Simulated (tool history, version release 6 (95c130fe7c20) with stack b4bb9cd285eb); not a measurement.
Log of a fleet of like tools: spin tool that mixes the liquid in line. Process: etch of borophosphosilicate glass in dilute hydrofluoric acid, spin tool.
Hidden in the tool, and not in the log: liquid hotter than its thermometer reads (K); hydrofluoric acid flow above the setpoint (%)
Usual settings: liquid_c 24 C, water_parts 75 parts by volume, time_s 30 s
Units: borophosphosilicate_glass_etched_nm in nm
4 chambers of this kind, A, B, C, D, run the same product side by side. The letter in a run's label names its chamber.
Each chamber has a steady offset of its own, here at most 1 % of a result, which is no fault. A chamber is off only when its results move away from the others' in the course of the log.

run	day	liquid_c	water_parts	time_s	hours since the thermometer was replaced	hours since the hydrofluoric acid flow meter was replaced	read-back film thickness of the borophosphosilicate glass reference wafer, read on the same gauge (nm)	borophosphosilicate_glass_etched_nm
1A	0.188	24	75	30	1028.8	58.8	139.99	15.952
2C	0.379	24	75	30	912.7	820.6	139.98	15.655
3B	0.6	24	75	30	234.7	448.7	140.02	15.366
4D	0.788	24	75	30	646.7	73.7	140	15.596
5D	1.008	24	95	30	652	79	139.98	12.078
6B	1.179	24	95	30	248.6	462.6	140.01	12.03
7C	1.296	24	95	30	934.7	842.6	140	11.93
8A	1.542	24	95	30	1061.3	91.3	140.01	12.212
9D	1.796	24	75	30	670.9	97.9	140.02	15.679
10B	2.004	24	75	30	268.4	482.4	140	15.509
11A	2.225	24	75	30	1077.7	107.7	140	15.711
12C	2.342	29	75	50	959.8	867.7	140.01	31.375
13C	2.504	29	75	50	963.7	871.6	139.99	32.001
14A	2.758	29	75	50	1090.5	120.5	140.02	32.039
15B	2.888	29	75	50	289.6	503.6	140	31.599
16D	3.129	24	75	30	702.9	129.9	140	15.697
17C	3.379	24	75	30	984.7	892.6	140.01	15.66
18D	3.5	24	75	30	711.8	138.8	140.01	15.596
19B	3.712	24	90	30	309.4	523.4	140.02	12.69
20A	3.971	24	90	30	1119.6	149.6	140.01	12.89
# day 4.017: chamber D: thermometer replaced
21D	4.125	24	90	30	2.6	153.8	139.99	12.759
22C	4.383	24	90	30	1008.8	916.7	140	12.934
23A	4.621	24	75	30	1135.2	165.2	140.01	15.681
24B	4.854	24	75	30	336.8	550.8	140.02	15.576
25B	5.033	24	75	30	341.1	555.1	140.01	15.434
26D	5.171	24	75	30	27.7	178.9	140.03	15.599
27A	5.421	24	75	30	1154.4	184.4	139.99	15.837
28C	5.633	24	75	30	1038.8	946.7	140.01	15.691
29C	5.754	24	75	30	1041.7	949.6	140	15.506
30B	5.892	21	75	30	361.7	575.7	139.99	13.722
# day 5.938: chamber A: thermometer replaced
31D	6.046	21	75	30	48.7	199.9	139.98	13.824
32A	6.296	21	75	30	8.7	205.4	140.02	14.033
33D	6.412	21	75	30	57.5	208.7	139.99	13.98
34A	6.583	24	75	30	15.6	212.3	139.96	15.576
35C	6.804	24	75	30	1066.9	974.8	139.99	15.423
36B	7.058	24	75	30	389.7	603.7	139.98	15.704
37C	7.279	24	75	30	1078.3	986.2	140.01	15.638

Is one chamber off against the others, does the gauge drift, or is nothing wrong? If a chamber is off, say which, and what the likeliest cause is.

No chamber stands off beyond its own small offset, and the gauge holds steady.
